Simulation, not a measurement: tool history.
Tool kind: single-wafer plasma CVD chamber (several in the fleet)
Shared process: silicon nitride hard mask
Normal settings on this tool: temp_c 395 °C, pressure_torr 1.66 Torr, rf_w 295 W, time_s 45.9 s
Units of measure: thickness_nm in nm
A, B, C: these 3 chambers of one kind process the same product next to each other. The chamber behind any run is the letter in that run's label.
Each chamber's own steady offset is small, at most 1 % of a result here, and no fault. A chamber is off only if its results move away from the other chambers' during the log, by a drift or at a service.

run	hour	temp_c	pressure_torr	rf_w	time_s	hours since the last thermocouple change	hours since the last RF generator calibration	hours since the last manometer calibration	read-back reference wafer on the same gauge, thickness_nm	thickness_nm
1B	5.4	395	1.66	295	45.9	923.2	199.3	965.2	61.142	53.389
2A	12.9	395	1.66	295	45.9	167.3	641.8	543.6	61.100	53.147
3C	22.8	395	1.66	295	45.9	190.1	464.6	150.7	61.088	53.066
4C	29.0	395	1.66	295	45.9	196.3	470.8	156.9	61.092	53.279
5A	35.2	395	1.66	295	45.9	189.6	664.1	565.9	61.099	53.015
6B	44.6	395	1.66	295	45.9	962.4	238.5	1004.4	61.118	53.358
7C	53.4	395	1.66	295	45.9	220.7	495.2	181.3	61.123	52.822
8B	60.0	395	1.66	295	45.9	977.8	253.9	1019.8	61.131	53.544
9A	70.2	395	1.66	295	45.9	224.6	699.1	600.9	61.169	53.345
10C	75.7	395	1.66	335	42.2	243.0	517.5	203.6	61.203	53.519
11B	85.6	395	1.66	335	42.2	1003.4	279.5	1045.4	61.149	53.025
12A	92.8	395	1.66	335	42.2	247.2	721.7	623.5	61.125	52.523
13A	103.0	395	1.53	295	45.9	257.4	731.9	633.7	61.116	51.326
14B	108.7	395	1.53	295	45.9	1026.5	302.6	1068.5	61.148	51.764
15C	114.8	395	1.53	295	45.9	282.1	556.6	242.7	61.103	51.784
16A	120.4	395	1.66	295	45.9	274.8	749.3	651.1	61.122	52.012
17B	127.8	395	1.66	295	45.9	1045.6	321.7	1087.6	61.131	53.028
18C	136.6	395	1.66	295	45.9	303.9	578.4	264.5	61.083	53.286
19B	147.6	395	1.66	295	45.9	1065.4	341.5	1107.4	61.116	53.168
20A	156.5	395	1.66	295	45.9	310.9	785.4	687.2	61.103	51.603

Does one chamber stand apart from the rest, does the shared gauge drift, or is all well apart from small per-chamber offsets? Give the chamber and the most likely cause, where there is one.

Chamber A drifts away from the others.
Most likely cause: delivered RF power below the setpoint (%) = 5.34.

Here are 4 candidates for chamber A's next run, each the usual settings with a change, their results left as question marks. Which one brings its results back in line with what the others give on the usual settings?
Counts as in line when no further than this from what the other chambers average on the usual settings: thickness_nm 0.710 nm
21A-1	164.5	395	1.66	300	47.0					?
21A-2	164.5	395	1.66	295	45.6					?
21A-3	164.5	395	1.62	285	45.9					?
21A-4	164.5	395	1.66	295	46.2					?

The other chambers' mean on the usual settings: thickness_nm 53.125 nm
run	thickness_nm
21A-1	53.156
21A-2	50.986
21A-3	49.761
21A-4	51.655
With 21A-1, the chamber falls back in line with the rest.

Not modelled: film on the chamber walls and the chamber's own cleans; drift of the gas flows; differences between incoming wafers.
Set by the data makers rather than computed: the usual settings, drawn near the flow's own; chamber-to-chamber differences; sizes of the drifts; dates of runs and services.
